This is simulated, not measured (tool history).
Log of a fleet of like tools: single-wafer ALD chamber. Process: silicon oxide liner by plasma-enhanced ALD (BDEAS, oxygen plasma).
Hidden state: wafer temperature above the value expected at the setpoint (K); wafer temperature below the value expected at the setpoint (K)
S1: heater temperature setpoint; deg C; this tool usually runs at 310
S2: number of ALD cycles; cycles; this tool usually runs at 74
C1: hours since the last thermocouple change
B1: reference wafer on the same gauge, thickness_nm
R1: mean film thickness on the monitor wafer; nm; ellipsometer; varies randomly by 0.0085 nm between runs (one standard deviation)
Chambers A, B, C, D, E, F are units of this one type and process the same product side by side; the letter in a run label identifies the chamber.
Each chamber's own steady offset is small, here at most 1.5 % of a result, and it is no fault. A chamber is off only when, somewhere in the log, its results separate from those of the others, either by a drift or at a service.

run,hour,S1,S2,C1,B1,R1
1B,5.7,310,74,1440.4,6.6107,6.7768
2C,10.4,310,74,133.9,6.6144,6.8291
3A,13.1,310,74,332.8,6.6116,6.7168
4F,18.3,310,74,572.7,6.6143,6.8261
5D,21.4,310,74,21.8,6.6145,6.8662
6E,24.4,310,74,175.9,6.6145,6.788
7B,28.2,310,74,1462.9,6.6159,6.7847
8D,31.8,310,74,32.2,6.6154,6.8441
9F,36.1,310,74,590.5,6.6171,6.8322
10C,39.5,310,74,163,6.6206,6.82
11E,44.2,310,74,195.7,6.6199,6.7988
12A,47.2,310,74,366.9,6.6211,6.7335
13F,51.1,310,74,605.5,6.6239,6.8411
14E,56,310,74,207.5,6.622,6.8084
15C,59,310,74,182.5,6.6234,6.8328
16B,62.8,298,67,1497.5,6.6227,6.2778
17A,67.2,298,67,386.9,6.6245,6.234
18D,72.6,298,67,73,6.626,6.353
19C,76.3,298,67,199.8,6.6293,6.3232
20A,80.7,298,67,400.4,6.6295,6.2389
21E,83.6,298,67,235.1,6.6291,6.2912
22F,87.2,297,74,641.6,6.631,7.0339
23B,92.8,297,74,1527.5,6.6291,6.9631
24D,95.8,297,74,96.2,6.6318,7.0527
25A,100.4,297,74,420.1,6.6346,6.9094
26C,105.9,297,74,229.4,6.6351,7.0129
27E,109.3,297,74,260.8,6.6347,6.9844
28B,113.9,310,74,1548.6,6.6346,6.7974
29F,116.7,310,74,671.1,6.6364,6.847
30D,119.6,310,74,120,6.6371,6.8844
31F,124,303,86,678.4,6.6387,8.0517
32D,127.5,303,86,127.9,6.6382,8.075
33E,131,303,86,282.5,6.6395,8.01
34C,134,303,86,257.5,6.6422,8.054
35B,137.7,303,86,1572.4,6.6405,7.987
36A,142.6,303,86,462.3,6.6439,7.9028

Read the log: is a single chamber off, either drifting away or since a service, is the gauge that measures every chamber drifting, or is nothing wrong beyond small per-chamber offsets? Name any odd chamber and what most likely caused it.

No chamber is off; the gauge reading every chamber's wafers drifts, which makes the whole fleet appear to move together.
What lies behind it: gauge reads high (%) = 0.517.
